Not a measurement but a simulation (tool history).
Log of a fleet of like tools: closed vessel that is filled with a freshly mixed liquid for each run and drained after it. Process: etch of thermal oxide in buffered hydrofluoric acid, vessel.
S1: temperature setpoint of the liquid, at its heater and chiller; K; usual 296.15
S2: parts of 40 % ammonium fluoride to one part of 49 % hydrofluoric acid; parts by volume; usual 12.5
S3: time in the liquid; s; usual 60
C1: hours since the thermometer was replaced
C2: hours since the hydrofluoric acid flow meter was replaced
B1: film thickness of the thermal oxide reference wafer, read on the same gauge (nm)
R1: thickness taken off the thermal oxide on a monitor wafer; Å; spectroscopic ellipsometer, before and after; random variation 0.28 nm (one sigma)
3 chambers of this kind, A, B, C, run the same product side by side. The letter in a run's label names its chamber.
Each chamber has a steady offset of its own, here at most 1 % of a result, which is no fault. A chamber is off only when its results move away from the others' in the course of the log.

run 1A hour=7 | S1=296.15 S2=12.5 S3=60 | C1=1581.4 C2=27 | B1=29.986 | R1=510.04
run 2B hour=16.2 | S1=296.15 S2=12.5 S3=60 | C1=2441.3 C2=223.5 | B1=29.99 | R1=501.75
run 3C hour=23.8 | S1=296.15 S2=12.5 S3=60 | C1=166.3 C2=1069.7 | B1=30.007 | R1=507.03
run 4A hour=36.2 | S1=296.15 S2=12.5 S3=60 | C1=1610.6 C2=56.2 | B1=29.989 | R1=502.53
run 5B hour=50.2 | S1=296.15 S2=12.5 S3=60 | C1=2475.3 C2=257.5 | B1=30 | R1=504.7
run 6C hour=63 | S1=296.15 S2=12.5 S3=60 | C1=205.5 C2=1108.9 | B1=29.989 | R1=504.55
run 7B hour=75.8 | S1=296.15 S2=12.5 S3=60 | C1=2500.9 C2=283.1 | B1=29.983 | R1=504.23
-- hour=87.5 chamber A: thermometer replaced
run 8C hour=88.3 | S1=296.15 S2=12.5 S3=60 | C1=230.8 C2=1134.2 | B1=30.007 | R1=508.55
run 9A hour=102.6 | S1=296.15 S2=12.5 S3=60 | C1=15.2 C2=122.6 | B1=30.018 | R1=497.96
-- hour=107.7 chamber B: thermometer replaced
run 10A hour=113.6 | S1=296.15 S2=12.5 S3=60 | C1=26.2 C2=133.6 | B1=30.014 | R1=502.07
run 11C hour=122.3 | S1=296.15 S2=12.5 S3=60 | C1=264.8 C2=1168.2 | B1=30.023 | R1=506.16
run 12B hour=136.9 | S1=296.15 S2=12.5 S3=60 | C1=29.3 C2=344.2 | B1=30.017 | R1=494.94
run 13B hour=145.4 | S1=296.15 S2=12.5 S3=60 | C1=37.8 C2=352.7 | B1=29.997 | R1=495.89
run 14C hour=154.5 | S1=296.15 S2=12.5 S3=60 | C1=297 C2=1200.4 | B1=29.981 | R1=507.63
run 15A hour=161.5 | S1=296.15 S2=12.5 S3=60 | C1=74.1 C2=181.5 | B1=30.007 | R1=509.65
run 16C hour=175.7 | S1=296.15 S2=12.5 S3=60 | C1=318.2 C2=1221.6 | B1=29.985 | R1=509.72
run 17A hour=188.1 | S1=296.15 S2=12.5 S3=60 | C1=100.7 C2=208.1 | B1=29.998 | R1=504.82
run 18B hour=194.7 | S1=296.15 S2=12.5 S3=60 | C1=87.1 C2=402 | B1=29.989 | R1=489.66
run 19A hour=202 | S1=296.15 S2=12.5 S3=60 | C1=114.6 C2=222 | B1=30.015 | R1=498.17
run 20B hour=209.8 | S1=296.15 S2=12.5 S3=75 | C1=102.2 C2=417.1 | B1=29.977 | R1=612.97
run 21C hour=223.2 | S1=296.15 S2=12.5 S3=75 | C1=365.7 C2=1269.1 | B1=30.004 | R1=634.57
run 22C hour=236.1 | S1=296.15 S2=12.5 S3=75 | C1=378.6 C2=1282 | B1=30.003 | R1=630.53
run 23B hour=243.8 | S1=296.15 S2=12.5 S3=60 | C1=136.2 C2=451.1 | B1=29.996 | R1=485.23
run 24A hour=250.3 | S1=296.15 S2=12.5 S3=60 | C1=162.9 C2=270.3 | B1=29.978 | R1=505.17
run 25A hour=260.2 | S1=296.15 S2=12.5 S3=60 | C1=172.8 C2=280.2 | B1=30.005 | R1=505.75
run 26B hour=267.3 | S1=296.15 S2=12.5 S3=60 | C1=159.7 C2=474.6 | B1=29.981 | R1=475.95
run 27C hour=275.8 | S1=296.15 S2=12.5 S3=60 | C1=418.3 C2=1321.7 | B1=29.983 | R1=508.24
run 28C hour=284.4 | S1=296.15 S2=12.5 S3=60 | C1=426.9 C2=1330.3 | B1=30.02 | R1=509.95
run 29A hour=293.5 | S1=296.15 S2=12.5 S3=60 | C1=206.1 C2=313.5 | B1=29.991 | R1=500.57
run 30B hour=302.3 | S1=296.15 S2=12.5 S3=60 | C1=194.7 C2=509.6 | B1=30.01 | R1=473.47

Is one chamber off against the others, does the gauge drift, or is nothing wrong? If a chamber is off, say which, and what the likeliest cause is.

Chamber B drifts away from the others.
Cause: hydrofluoric acid flow below the setpoint (%) = 6.77.

Here are 4 candidates for chamber B's next run, each the usual settings with a change, their results left as question marks. Which one brings its results back in line with what the others give on the usual settings?
In line means no further than this from the other chambers' mean on the usual settings: R1 9.7 Å
run 31B-1 hour=312.9 | S1=296.65 S2=12 S3=60 | R1=?
run 31B-2 hour=312.9 | S1=295.65 S2=13 S3=60 | R1=?
run 31B-3 hour=312.9 | S1=296.65 S2=12.5 S3=60 | R1=?
run 31B-4 hour=312.9 | S1=295.65 S2=12.5 S3=60 | R1=?

The other chambers' mean on the usual settings: R1 504.63 Å
run=31B-1 R1=505.37
run=31B-2 R1=441.26
run=31B-3 R1=485.27
run=31B-4 R1=458.82
31B-1 brings the chamber back in line.

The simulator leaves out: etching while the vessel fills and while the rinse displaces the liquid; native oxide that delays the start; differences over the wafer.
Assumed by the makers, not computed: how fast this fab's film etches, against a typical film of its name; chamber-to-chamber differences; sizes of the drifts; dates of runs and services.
